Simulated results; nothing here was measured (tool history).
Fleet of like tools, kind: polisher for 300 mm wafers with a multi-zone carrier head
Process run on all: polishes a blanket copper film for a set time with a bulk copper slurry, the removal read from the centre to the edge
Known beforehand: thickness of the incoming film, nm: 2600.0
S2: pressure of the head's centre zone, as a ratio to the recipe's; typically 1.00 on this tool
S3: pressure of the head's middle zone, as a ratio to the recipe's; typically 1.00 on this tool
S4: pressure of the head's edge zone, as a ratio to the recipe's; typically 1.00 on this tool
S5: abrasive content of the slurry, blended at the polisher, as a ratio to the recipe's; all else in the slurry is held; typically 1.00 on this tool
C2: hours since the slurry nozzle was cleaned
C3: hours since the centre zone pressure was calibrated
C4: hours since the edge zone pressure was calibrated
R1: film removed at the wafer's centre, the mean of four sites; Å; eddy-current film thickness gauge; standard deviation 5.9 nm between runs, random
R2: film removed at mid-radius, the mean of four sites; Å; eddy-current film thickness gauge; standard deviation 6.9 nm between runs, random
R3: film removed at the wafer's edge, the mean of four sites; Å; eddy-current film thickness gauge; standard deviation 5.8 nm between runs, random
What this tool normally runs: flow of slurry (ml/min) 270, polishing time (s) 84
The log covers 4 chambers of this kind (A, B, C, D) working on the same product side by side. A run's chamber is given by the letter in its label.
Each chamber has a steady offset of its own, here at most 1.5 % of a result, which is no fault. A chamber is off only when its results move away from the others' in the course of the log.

At hour 3.5: chamber C: worn pad replaced by a new one.
Run 1D, hour 5.5: usual settings; wafers polished on this pad 184; C2 231.4; C3 605.3; C4 11.8. Result: R1 7919.4 Å, R2 7657.8 Å, R3 7704.0 Å.
At hour 8.9: chamber B: worn pad replaced by a new one.
Run 2B, hour 10.1: usual settings; wafers polished on this pad 11; C2 121.1; C3 145.0; C4 293.8. Result: R1 7708.5 Å, R2 7756.3 Å, R3 7721.9 Å.
Run 3A, hour 13.7: usual settings; wafers polished on this pad 287; C2 123.1; C3 285.6; C4 417.1. Result: R1 7825.9 Å, R2 7837.0 Å, R3 7886.6 Å.
Run 4C, hour 20.2: usual settings; wafers polished on this pad 150; C2 225.7; C3 696.7; C4 334.4. Result: R1 7876.6 Å, R2 7828.8 Å, R3 7722.8 Å.
Run 5B, hour 23.9: usual settings but S3 1.04, S5 1.25; wafers polished on this pad 134; C2 134.9; C3 158.8; C4 307.6. Result: R1 8228.8 Å, R2 8474.1 Å, R3 8170.4 Å.
Run 6D, hour 27.9: usual settings but S3 1.04, S5 1.25; wafers polished on this pad 384; C2 253.8; C3 627.7; C4 34.2. Result: R1 8287.9 Å, R2 8474.7 Å, R3 8026.0 Å.
Run 7A, hour 34.6: usual settings but S3 1.04, S5 1.25; wafers polished on this pad 474; C2 144.0; C3 306.5; C4 438.0. Result: R1 8172.7 Å, R2 8545.0 Å, R3 8224.2 Å.
Run 8C, hour 38.9: usual settings but S3 1.04, S5 1.25; wafers polished on this pad 317; C2 244.4; C3 715.4; C4 353.1. Result: R1 8343.2 Å, R2 8541.7 Å, R3 8151.4 Å.
Run 9C, hour 41.9: usual settings; wafers polished on this pad 344; C2 247.4; C3 718.4; C4 356.1. Result: R1 7877.5 Å, R2 7790.8 Å, R3 7874.9 Å.
At hour 44.0: chamber D: worn pad replaced by a new one.
Run 10A, hour 48.1: usual settings; wafers polished on this pad 594; C2 157.5; C3 320.0; C4 451.5. Result: R1 7820.9 Å, R2 7729.0 Å, R3 7831.0 Å.
Run 11D, hour 53.5: usual settings; wafers polished on this pad 85; C2 279.4; C3 653.3; C4 59.8. Result: R1 7747.1 Å, R2 7758.1 Å, R3 7848.2 Å.
Run 12B, hour 58.4: usual settings; wafers polished on this pad 443; C2 169.4; C3 193.3; C4 342.1. Result: R1 7717.2 Å, R2 7782.0 Å, R3 7790.8 Å.
Run 13D, hour 62.9: usual settings; wafers polished on this pad 169; C2 288.8; C3 662.7; C4 69.2. Result: R1 7839.0 Å, R2 7775.5 Å, R3 7731.1 Å.
At hour 65.2: chamber C: centre zone pressure recalibrated.
Run 14A, hour 68.8: usual settings; wafers polished on this pad 780; C2 178.2; C3 340.7; C4 472.2. Result: R1 7685.7 Å, R2 7776.6 Å, R3 7749.3 Å.
Run 15B, hour 73.7: usual settings; wafers polished on this pad 580; C2 184.7; C3 208.6; C4 357.4. Result: R1 7770.1 Å, R2 7649.6 Å, R3 7679.3 Å.
Run 16C, hour 76.8: usual settings but S2 0.93, S4 0.90; wafers polished on this pad 656; C2 282.3; C3 11.7; C4 391.0. Result: R1 7393.7 Å, R2 7915.0 Å, R3 7371.4 Å.
At hour 83.3: chamber A: worn pad replaced by a new one.
Run 17D, hour 83.5: usual settings but S2 0.93, S4 0.90; wafers polished on this pad 353; C2 309.4; C3 683.3; C4 89.8. Result: R1 7251.0 Å, R2 7737.5 Å, R3 7345.6 Å.
Run 18A, hour 90.2: usual settings but S2 0.93, S4 0.90; wafers polished on this pad 61; C2 199.6; C3 362.1; C4 493.6. Result: R1 7201.8 Å, R2 7803.1 Å, R3 7519.0 Å.
Run 19B, hour 96.9: usual settings but S2 0.93, S4 0.90; wafers polished on this pad 787; C2 207.9; C3 231.8; C4 380.6. Result: R1 7108.7 Å, R2 7558.9 Å, R3 7276.7 Å.
At hour 98.4: chamber C: worn pad replaced by a new one.
At hour 100.9: chamber D: worn pad replaced by a new one.
Run 20C, hour 101.8: usual settings; wafers polished on this pad 30; C2 307.3; C3 36.7; C4 416.0. Result: R1 7875.3 Å, R2 7822.5 Å, R3 7851.0 Å.
Run 21B, hour 108.1: usual settings; wafers polished on this pad 887; C2 219.1; C3 243.0; C4 391.8. Result: R1 7580.2 Å, R2 7623.7 Å, R3 7664.5 Å.
Run 22A, hour 111.9: usual settings but S5 0.90, polishing time (s) 69; wafers polished on this pad 255; C2 221.3; C3 383.8; C4 515.3. Result: R1 6289.3 Å, R2 6120.0 Å, R3 6292.5 Å.
At hour 117.6: chamber B: edge zone pressure recalibrated.
Run 23D, hour 118.0: usual settings but S5 0.90, polishing time (s) 69; wafers polished on this pad 152; C2 343.9; C3 717.8; C4 124.3. Result: R1 6283.6 Å, R2 6233.4 Å, R3 6244.3 Å.
Run 24C, hour 124.1: usual settings but S5 0.90, polishing time (s) 69; wafers polished on this pad 229; C2 329.6; C3 59.0; C4 438.3. Result: R1 6316.5 Å, R2 6308.8 Å, R3 6271.4 Å.
Run 25D, hour 128.7: usual settings but S5 0.90, polishing time (s) 69; wafers polished on this pad 248; C2 354.6; C3 728.5; C4 135.0. Result: R1 6292.3 Å, R2 6098.4 Å, R3 6268.0 Å.
Run 26B, hour 133.6: usual settings; wafers polished on this pad 1115; C2 244.6; C3 268.5; C4 16.0. Result: R1 7415.8 Å, R2 7551.1 Å, R3 7568.6 Å.
Run 27A, hour 140.4: usual settings; wafers polished on this pad 510; C2 249.8; C3 412.3; C4 543.8. Result: R1 7902.7 Å, R2 7910.3 Å, R3 7868.9 Å.
Run 28C, hour 146.8: usual settings; wafers polished on this pad 432; C2 352.3; C3 81.7; C4 461.0. Result: R1 7975.6 Å, R2 7690.0 Å, R3 7844.3 Å.
Run 29A, hour 151.2: usual settings; wafers polished on this pad 607; C2 260.6; C3 423.1; C4 554.6. Result: R1 7803.6 Å, R2 7792.9 Å, R3 7799.3 Å.
At hour 152.8: chamber B: centre zone pressure recalibrated.
Run 30C, hour 157.7: usual settings but S2 1.05, S4 1.06; wafers polished on this pad 530; C2 363.2; C3 92.6; C4 471.9. Result: R1 8237.4 Å, R2 7874.7 Å, R3 8047.4 Å.
Run 31B, hour 164.2: usual settings but S2 1.05, S4 1.06; wafers polished on this pad 1389; C2 275.2; C3 11.5; C4 46.6. Result: R1 7656.3 Å, R2 7475.7 Å, R3 7702.8 Å.

All chambers now run identical settings, listed one chamber a line with results as question marks. What results will each chamber show?
Run 32A, hour 169.2: usual settings. Result: R1 ?, R2 ?, R3 ?.
Run 32B, hour 169.2: usual settings. Result: R1 ?, R2 ?, R3 ?.
Run 32C, hour 169.2: usual settings. Result: R1 ?, R2 ?, R3 ?.
Run 32D, hour 169.2: usual settings. Result: R1 ?, R2 ?, R3 ?.

run      R1      R2      R3
32A  7859.3  7913.5  7812.4
32B  7190.8  7218.1  7417.8
32C  7801.8  7920.9  7810.1
32D  7805.8  7842.5  7784.2
